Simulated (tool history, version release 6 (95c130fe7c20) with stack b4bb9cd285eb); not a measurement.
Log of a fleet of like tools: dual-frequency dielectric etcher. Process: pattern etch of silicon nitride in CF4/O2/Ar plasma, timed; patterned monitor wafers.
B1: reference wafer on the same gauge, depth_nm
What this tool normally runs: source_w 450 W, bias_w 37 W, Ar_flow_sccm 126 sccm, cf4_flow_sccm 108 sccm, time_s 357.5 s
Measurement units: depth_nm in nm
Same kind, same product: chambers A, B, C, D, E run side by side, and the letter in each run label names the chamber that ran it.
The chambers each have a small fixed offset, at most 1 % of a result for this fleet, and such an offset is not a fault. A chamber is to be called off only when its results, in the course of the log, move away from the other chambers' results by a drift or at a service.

{"run": "1A", "day": 0.367, "source_w": 450, "bias_w": 37, "Ar_flow_sccm": 126, "cf4_flow_sccm": 108, "time_s": 357.5, "B1": 591.22, "depth_nm": 548.72}
{"run": "2D", "day": 0.696, "source_w": 450, "bias_w": 37, "Ar_flow_sccm": 126, "cf4_flow_sccm": 108, "time_s": 357.5, "B1": 591.12, "depth_nm": 547.38}
{"run": "3E", "day": 1.108, "source_w": 450, "bias_w": 37, "Ar_flow_sccm": 126, "cf4_flow_sccm": 108, "time_s": 357.5, "B1": 591.05, "depth_nm": 544.96}
{"run": "4B", "day": 1.312, "source_w": 450, "bias_w": 37, "Ar_flow_sccm": 126, "cf4_flow_sccm": 108, "time_s": 357.5, "B1": 591.06, "depth_nm": 540.54}
{"day": 1.317, "done": "chamber A: Ar flow controller replaced"}
{"run": "5C", "day": 1.758, "source_w": 450, "bias_w": 37, "Ar_flow_sccm": 126, "cf4_flow_sccm": 108, "time_s": 357.5, "B1": 590.92, "depth_nm": 548.8}
{"run": "6A", "day": 2.142, "source_w": 370, "bias_w": 37, "Ar_flow_sccm": 126, "cf4_flow_sccm": 108, "time_s": 357.5, "B1": 590.77, "depth_nm": 462.02}
{"run": "7B", "day": 2.521, "source_w": 370, "bias_w": 37, "Ar_flow_sccm": 126, "cf4_flow_sccm": 108, "time_s": 357.5, "B1": 590.96, "depth_nm": 455.24}
{"run": "8E", "day": 2.888, "source_w": 370, "bias_w": 37, "Ar_flow_sccm": 126, "cf4_flow_sccm": 108, "time_s": 357.5, "B1": 590.94, "depth_nm": 458.76}
{"run": "9D", "day": 3.321, "source_w": 370, "bias_w": 37, "Ar_flow_sccm": 126, "cf4_flow_sccm": 108, "time_s": 357.5, "B1": 591.37, "depth_nm": 463.76}
{"day": 3.388, "done": "chamber A: source power generator calibrated"}
{"run": "10C", "day": 3.55, "source_w": 370, "bias_w": 37, "Ar_flow_sccm": 126, "cf4_flow_sccm": 108, "time_s": 357.5, "B1": 591.0, "depth_nm": 466.83}
{"run": "11E", "day": 3.796, "source_w": 450, "bias_w": 37, "Ar_flow_sccm": 126, "cf4_flow_sccm": 108, "time_s": 357.5, "B1": 590.62, "depth_nm": 546.31}
{"run": "12B", "day": 4.071, "source_w": 450, "bias_w": 37, "Ar_flow_sccm": 126, "cf4_flow_sccm": 108, "time_s": 357.5, "B1": 590.98, "depth_nm": 541.8}
{"run": "13D", "day": 4.417, "source_w": 450, "bias_w": 37, "Ar_flow_sccm": 126, "cf4_flow_sccm": 108, "time_s": 357.5, "B1": 591.11, "depth_nm": 547.13}
{"run": "14C", "day": 4.633, "source_w": 450, "bias_w": 37, "Ar_flow_sccm": 126, "cf4_flow_sccm": 108, "time_s": 357.5, "B1": 591.44, "depth_nm": 551.94}
{"run": "15A", "day": 5.088, "source_w": 450, "bias_w": 37, "Ar_flow_sccm": 126, "cf4_flow_sccm": 108, "time_s": 357.5, "B1": 590.97, "depth_nm": 547.74}
{"run": "16C", "day": 5.383, "source_w": 450, "bias_w": 37, "Ar_flow_sccm": 126, "cf4_flow_sccm": 108, "time_s": 357.5, "B1": 591.22, "depth_nm": 552.61}
{"run": "17B", "day": 5.596, "source_w": 450, "bias_w": 37, "Ar_flow_sccm": 126, "cf4_flow_sccm": 108, "time_s": 357.5, "B1": 590.84, "depth_nm": 540.39}
{"run": "18D", "day": 5.862, "source_w": 450, "bias_w": 37, "Ar_flow_sccm": 126, "cf4_flow_sccm": 87, "time_s": 446.0, "B1": 591.16, "depth_nm": 662.44}
{"run": "19E", "day": 6.225, "source_w": 450, "bias_w": 37, "Ar_flow_sccm": 126, "cf4_flow_sccm": 87, "time_s": 446.0, "B1": 590.8, "depth_nm": 659.7}
{"run": "20A", "day": 6.567, "source_w": 450, "bias_w": 37, "Ar_flow_sccm": 126, "cf4_flow_sccm": 87, "time_s": 446.0, "B1": 590.68, "depth_nm": 658.72}
{"run": "21B", "day": 6.996, "source_w": 450, "bias_w": 37, "Ar_flow_sccm": 126, "cf4_flow_sccm": 87, "time_s": 446.0, "B1": 591.25, "depth_nm": 652.96}
{"run": "22A", "day": 7.433, "source_w": 450, "bias_w": 37, "Ar_flow_sccm": 126, "cf4_flow_sccm": 87, "time_s": 446.0, "B1": 590.88, "depth_nm": 661.84}
{"run": "23D", "day": 7.8, "source_w": 450, "bias_w": 37, "Ar_flow_sccm": 126, "cf4_flow_sccm": 108, "time_s": 357.5, "B1": 590.9, "depth_nm": 544.52}
{"day": 7.921, "done": "chamber E: wet clean of the chamber"}
{"run": "24E", "day": 8.104, "source_w": 450, "bias_w": 37, "Ar_flow_sccm": 126, "cf4_flow_sccm": 108, "time_s": 357.5, "B1": 591.15, "depth_nm": 546.6}
{"run": "25C", "day": 8.467, "source_w": 450, "bias_w": 37, "Ar_flow_sccm": 126, "cf4_flow_sccm": 108, "time_s": 357.5, "B1": 591.46, "depth_nm": 552.32}
{"day": 8.658, "done": "chamber A: wet clean of the chamber"}
{"run": "26B", "day": 8.85, "source_w": 450, "bias_w": 37, "Ar_flow_sccm": 126, "cf4_flow_sccm": 108, "time_s": 357.5, "B1": 591.07, "depth_nm": 539.03}
{"run": "27E", "day": 9.188, "source_w": 450, "bias_w": 37, "Ar_flow_sccm": 126, "cf4_flow_sccm": 108, "time_s": 357.5, "B1": 590.93, "depth_nm": 548.9}
{"run": "28A", "day": 9.633, "source_w": 450, "bias_w": 37, "Ar_flow_sccm": 126, "cf4_flow_sccm": 108, "time_s": 357.5, "B1": 590.99, "depth_nm": 547.23}
{"run": "29C", "day": 10.004, "source_w": 450, "bias_w": 37, "Ar_flow_sccm": 126, "cf4_flow_sccm": 108, "time_s": 357.5, "B1": 591.0, "depth_nm": 554.71}
{"run": "30D", "day": 10.212, "source_w": 450, "bias_w": 37, "Ar_flow_sccm": 126, "cf4_flow_sccm": 108, "time_s": 357.5, "B1": 590.97, "depth_nm": 548.54}
{"run": "31E", "day": 10.65, "source_w": 450, "bias_w": 37, "Ar_flow_sccm": 126, "cf4_flow_sccm": 108, "time_s": 357.5, "B1": 591.06, "depth_nm": 547.0}
{"run": "32D", "day": 10.896, "source_w": 450, "bias_w": 37, "Ar_flow_sccm": 126, "cf4_flow_sccm": 108, "time_s": 357.5, "B1": 590.74, "depth_nm": 547.27}
{"run": "33A", "day": 11.325, "source_w": 450, "bias_w": 37, "Ar_flow_sccm": 126, "cf4_flow_sccm": 108, "time_s": 357.5, "B1": 591.17, "depth_nm": 546.29}
{"run": "34C", "day": 11.554, "source_w": 450, "bias_w": 37, "Ar_flow_sccm": 126, "cf4_flow_sccm": 108, "time_s": 357.5, "B1": 590.89, "depth_nm": 555.93}
{"run": "35B", "day": 11.996, "source_w": 450, "bias_w": 37, "Ar_flow_sccm": 126, "cf4_flow_sccm": 108, "time_s": 357.5, "B1": 590.92, "depth_nm": 539.23}

Does one chamber stand apart from the rest, does the shared gauge drift, or is all well apart from small per-chamber offsets? Give the chamber and the most likely cause, where there is one.

It is chamber C that slowly wanders off from its peers.
Likeliest cause: etch rate over this chamber's usual, % = 1.15.
The log may not separate it from: source power that arrives over what is set, %; bias power that arrives over what is set, %; Ar flow that arrives under what is set, %; CF4 flow that arrives over what is set, %.

Which of the 4 candidates below, each the usual settings with something changed and its results left as question marks, puts chamber C back in line with what the other chambers give on the usual settings?
In line means no further than this from the other chambers' mean on the usual settings: depth_nm 4.40 nm
{"run": "36C-1", "day": 12.329, "source_w": 450, "bias_w": 37, "Ar_flow_sccm": 126, "cf4_flow_sccm": 108, "time_s": 346.0, "depth_nm": "?"}
{"run": "36C-2", "day": 12.329, "source_w": 450, "bias_w": 40, "Ar_flow_sccm": 126, "cf4_flow_sccm": 112, "time_s": 357.5, "depth_nm": "?"}
{"run": "36C-3", "day": 12.329, "source_w": 440, "bias_w": 37, "Ar_flow_sccm": 126, "cf4_flow_sccm": 108, "time_s": 357.5, "depth_nm": "?"}
{"run": "36C-4", "day": 12.329, "source_w": 450, "bias_w": 37, "Ar_flow_sccm": 109, "cf4_flow_sccm": 108, "time_s": 357.5, "depth_nm": "?"}

Average result of the remaining chambers running the usual settings: depth_nm 544.79 nm
run=36C-1 depth_nm=536.88
run=36C-2 depth_nm=573.41
run=36C-3 depth_nm=544.09
run=36C-4 depth_nm=566.19
The answer is 36C-3, which returns the chamber to within the allowed miss of the others.
